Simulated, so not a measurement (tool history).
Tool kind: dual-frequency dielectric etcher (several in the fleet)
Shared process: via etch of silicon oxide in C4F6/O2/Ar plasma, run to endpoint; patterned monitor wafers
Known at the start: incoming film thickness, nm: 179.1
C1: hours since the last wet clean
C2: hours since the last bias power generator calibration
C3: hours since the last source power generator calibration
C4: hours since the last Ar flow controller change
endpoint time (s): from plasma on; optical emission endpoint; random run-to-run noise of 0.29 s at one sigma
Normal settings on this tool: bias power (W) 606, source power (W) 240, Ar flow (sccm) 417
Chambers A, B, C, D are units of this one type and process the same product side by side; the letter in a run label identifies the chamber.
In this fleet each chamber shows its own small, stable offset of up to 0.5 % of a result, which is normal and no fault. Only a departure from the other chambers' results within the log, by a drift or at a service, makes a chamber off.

{"hour": 1.8, "done": "chamber D: Ar flow controller replaced"}
{"run": "1C", "hour": 10.8, "bias power (W)": 606, "source power (W)": 240, "Ar flow (sccm)": 417, "C1": 433.8, "C2": 144.1, "C3": 173.8, "C4": 2331.6, "endpoint time (s)": 45.959}
{"run": "2D", "hour": 20.7, "bias power (W)": 606, "source power (W)": 240, "Ar flow (sccm)": 417, "C1": 102.7, "C2": 643.2, "C3": 2661.2, "C4": 19.0, "endpoint time (s)": 46.288}
{"run": "3A", "hour": 29.6, "bias power (W)": 606, "source power (W)": 240, "Ar flow (sccm)": 417, "C1": 295.1, "C2": 2144.1, "C3": 1074.5, "C4": 1742.2, "endpoint time (s)": 45.477}
{"run": "4B", "hour": 37.9, "bias power (W)": 606, "source power (W)": 240, "Ar flow (sccm)": 417, "C1": 239.8, "C2": 1834.6, "C3": 487.9, "C4": 1047.9, "endpoint time (s)": 45.375}
{"hour": 46.2, "done": "chamber C: wet clean of the chamber"}
{"run": "5D", "hour": 51.9, "bias power (W)": 606, "source power (W)": 240, "Ar flow (sccm)": 417, "C1": 133.9, "C2": 674.4, "C3": 2692.4, "C4": 50.2, "endpoint time (s)": 46.309}
{"run": "6A", "hour": 63.0, "bias power (W)": 606, "source power (W)": 240, "Ar flow (sccm)": 417, "C1": 328.5, "C2": 2177.5, "C3": 1107.9, "C4": 1775.6, "endpoint time (s)": 46.073}
{"run": "7C", "hour": 75.1, "bias power (W)": 606, "source power (W)": 240, "Ar flow (sccm)": 417, "C1": 28.9, "C2": 208.4, "C3": 238.1, "C4": 2395.9, "endpoint time (s)": 46.148}
{"run": "8B", "hour": 82.6, "bias power (W)": 673, "source power (W)": 240, "Ar flow (sccm)": 417, "C1": 284.5, "C2": 1879.3, "C3": 532.6, "C4": 1092.6, "endpoint time (s)": 43.669}
{"run": "9D", "hour": 89.7, "bias power (W)": 673, "source power (W)": 240, "Ar flow (sccm)": 417, "C1": 171.7, "C2": 712.2, "C3": 2730.2, "C4": 88.0, "endpoint time (s)": 44.148}
{"run": "10C", "hour": 99.4, "bias power (W)": 673, "source power (W)": 240, "Ar flow (sccm)": 417, "C1": 53.2, "C2": 232.7, "C3": 262.4, "C4": 2420.2, "endpoint time (s)": 43.88}
{"run": "11A", "hour": 109.2, "bias power (W)": 673, "source power (W)": 240, "Ar flow (sccm)": 417, "C1": 374.7, "C2": 2223.7, "C3": 1154.1, "C4": 1821.8, "endpoint time (s)": 44.452}
{"run": "12B", "hour": 115.6, "bias power (W)": 606, "source power (W)": 240, "Ar flow (sccm)": 417, "C1": 317.5, "C2": 1912.3, "C3": 565.6, "C4": 1125.6, "endpoint time (s)": 46.212}
{"run": "13A", "hour": 125.1, "bias power (W)": 606, "source power (W)": 240, "Ar flow (sccm)": 417, "C1": 390.6, "C2": 2239.6, "C3": 1170.0, "C4": 1837.7, "endpoint time (s)": 46.247}
{"run": "14D", "hour": 135.5, "bias power (W)": 606, "source power (W)": 240, "Ar flow (sccm)": 417, "C1": 217.5, "C2": 758.0, "C3": 2776.0, "C4": 133.8, "endpoint time (s)": 46.114}
{"run": "15C", "hour": 142.3, "bias power (W)": 606, "source power (W)": 240, "Ar flow (sccm)": 417, "C1": 96.1, "C2": 275.6, "C3": 305.3, "C4": 2463.1, "endpoint time (s)": 46.334}
{"run": "16B", "hour": 151.1, "bias power (W)": 606, "source power (W)": 240, "Ar flow (sccm)": 417, "C1": 353.0, "C2": 1947.8, "C3": 601.1, "C4": 1161.1, "endpoint time (s)": 45.931}
{"hour": 157.4, "done": "chamber B: wet clean of the chamber"}
{"run": "17D", "hour": 160.4, "bias power (W)": 478, "source power (W)": 240, "Ar flow (sccm)": 491, "C1": 242.4, "C2": 782.9, "C3": 2800.9, "C4": 158.7, "endpoint time (s)": 51.364}
{"run": "18C", "hour": 167.3, "bias power (W)": 478, "source power (W)": 240, "Ar flow (sccm)": 491, "C1": 121.1, "C2": 300.6, "C3": 330.3, "C4": 2488.1, "endpoint time (s)": 51.378}
{"run": "19A", "hour": 173.5, "bias power (W)": 478, "source power (W)": 240, "Ar flow (sccm)": 491, "C1": 439.0, "C2": 2288.0, "C3": 1218.4, "C4": 1886.1, "endpoint time (s)": 50.883}
{"run": "20B", "hour": 183.3, "bias power (W)": 478, "source power (W)": 240, "Ar flow (sccm)": 491, "C1": 26.0, "C2": 1980.0, "C3": 633.3, "C4": 1193.3, "endpoint time (s)": 50.305}
{"hour": 188.9, "done": "chamber A: Ar flow controller replaced"}
{"run": "21A", "hour": 191.5, "bias power (W)": 606, "source power (W)": 240, "Ar flow (sccm)": 417, "C1": 457.0, "C2": 2306.0, "C3": 1236.4, "C4": 2.6, "endpoint time (s)": 45.528}
{"run": "22B", "hour": 205.1, "bias power (W)": 606, "source power (W)": 240, "Ar flow (sccm)": 417, "C1": 47.8, "C2": 2001.8, "C3": 655.1, "C4": 1215.1, "endpoint time (s)": 45.233}
{"run": "23D", "hour": 214.5, "bias power (W)": 652, "source power (W)": 210, "Ar flow (sccm)": 417, "C1": 296.5, "C2": 837.0, "C3": 2855.0, "C4": 212.8, "endpoint time (s)": 46.906}
{"run": "24C", "hour": 220.7, "bias power (W)": 652, "source power (W)": 210, "Ar flow (sccm)": 417, "C1": 174.5, "C2": 354.0, "C3": 383.7, "C4": 2541.5, "endpoint time (s)": 46.507}

For the next run the whole fleet of 4 chambers uses the same settings. Give each chamber's results:
{"run": "25A", "hour": 230.8, "bias power (W)": 606, "source power (W)": 210, "Ar flow (sccm)": 417, "endpoint time (s)": "?"}
{"run": "25B", "hour": 230.8, "bias power (W)": 606, "source power (W)": 210, "Ar flow (sccm)": 417, "endpoint time (s)": "?"}
{"run": "25C", "hour": 230.8, "bias power (W)": 606, "source power (W)": 210, "Ar flow (sccm)": 417, "endpoint time (s)": "?"}
{"run": "25D", "hour": 230.8, "bias power (W)": 606, "source power (W)": 210, "Ar flow (sccm)": 417, "endpoint time (s)": "?"}

run=25A endpoint_time_(s)=47.676
run=25B endpoint_time_(s)=47.420
run=25C endpoint_time_(s)=47.964
run=25D endpoint_time_(s)=48.404

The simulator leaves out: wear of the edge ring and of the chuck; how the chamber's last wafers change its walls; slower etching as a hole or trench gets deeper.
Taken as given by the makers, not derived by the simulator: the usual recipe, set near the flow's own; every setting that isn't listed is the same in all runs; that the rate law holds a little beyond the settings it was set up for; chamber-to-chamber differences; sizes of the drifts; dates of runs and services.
